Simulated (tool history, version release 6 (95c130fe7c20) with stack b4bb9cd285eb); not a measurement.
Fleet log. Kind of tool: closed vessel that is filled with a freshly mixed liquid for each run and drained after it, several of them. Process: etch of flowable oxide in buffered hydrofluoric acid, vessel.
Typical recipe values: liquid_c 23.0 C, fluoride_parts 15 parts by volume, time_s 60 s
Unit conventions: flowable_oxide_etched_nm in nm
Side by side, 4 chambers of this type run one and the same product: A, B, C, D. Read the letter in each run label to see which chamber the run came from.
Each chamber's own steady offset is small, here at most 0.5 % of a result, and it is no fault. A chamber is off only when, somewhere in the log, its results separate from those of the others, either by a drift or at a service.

run,hour,liquid_c,fluoride_parts,time_s,"read-back film thickness of the flowable oxide reference wafer, read on the same gauge (nm)",flowable_oxide_etched_nm
1A,12.6,23.0,15,60,39.979,225.08
2B,19.2,23.0,15,60,40.032,228.43
3D,32.1,23.0,15,60,39.987,228.23
4C,40.3,23.0,15,60,40.031,228.41
5D,52.7,23.0,15,60,39.990,229.27
6B,65.2,23.0,15,60,39.943,230.63
7C,73.8,23.0,15,60,39.996,225.83
8A,85.2,23.0,15,60,40.008,228.46
9D,92.0,23.0,15,60,39.984,226.39
10A,103.0,23.0,15,60,40.066,227.81
# hour 105.8: chamber D: hydrofluoric acid flow meter replaced
11B,116.2,23.0,15,60,40.038,226.84
12C,128.3,23.0,15,60,40.025,224.48
13C,140.2,23.0,15,60,39.967,226.47
14B,153.2,23.0,15,60,39.980,228.69
15D,161.7,23.0,15,60,39.979,226.74
16A,174.4,23.0,15,60,39.977,232.57
17B,182.6,23.0,15,60,39.984,228.02
18C,191.5,23.0,15,60,39.967,225.76
19A,197.4,23.0,15,60,40.024,235.47
20D,203.5,23.0,15,60,39.975,227.50
21D,209.5,23.0,15,60,40.059,229.38
22B,221.1,23.0,15,60,39.962,228.46
# hour 225.3: chamber B: hydrofluoric acid flow meter replaced
23C,228.5,25.0,15,60,39.998,251.78
24A,235.3,25.0,15,60,39.983,259.48
25C,247.0,25.0,15,60,40.013,252.77
26A,260.1,25.0,15,60,40.057,264.94
27B,269.4,23.0,15,60,39.961,228.55
28D,282.3,23.0,15,60,39.997,227.95
29A,295.2,23.0,15,60,39.988,237.11
30B,306.3,19.0,19,60,40.010,144.82
31D,318.8,19.0,19,60,39.962,145.06
32C,330.5,19.0,19,60,40.033,144.99
33C,339.5,19.0,19,60,40.038,144.26
34B,348.1,23.0,15,60,40.017,229.57
35D,358.0,23.0,15,60,39.990,227.75
36A,363.9,23.0,15,60,40.073,244.62
37A,369.6,23.0,15,60,39.988,239.16
38B,382.3,20.5,15,60,39.955,197.07
39C,394.5,20.5,15,60,40.028,197.49

Decide between three cases: one chamber stands off from its peers, the gauge reading all wafers drifts, or nothing is wrong past each chamber's small offset. Where a chamber is off, say which and what most likely put it there.

Chamber A drifts away from the others.
Cause: hydrofluoric acid flow above the setpoint (%) = 6.85.
The log may not separate it from: liquid hotter than its thermometer reads (K).

Chamber A could run next with any of the 4 candidate recipes listed below; each alters the usual settings, and their results appear as question marks. Which one brings its results back in line with what the other chambers deliver on the usual settings?
Counts as in line when no further than this from what the other chambers average on the usual settings: flowable_oxide_etched_nm 4.60 nm
40A-1,404.1,22.5,15.5,60,,?
40A-2,404.1,23.0,14.0,60,,?
40A-3,404.1,23.5,15.0,60,,?
40A-4,404.1,22.5,15.0,60,,?

Other chambers, usual settings, mean: flowable_oxide_etched_nm 227.57 nm
run,flowable_oxide_etched_nm
40A-1,228.97
40A-2,260.03
40A-3,249.95
40A-4,236.45
40A-1 is the one that brings the chamber's results back in line with the other chambers.
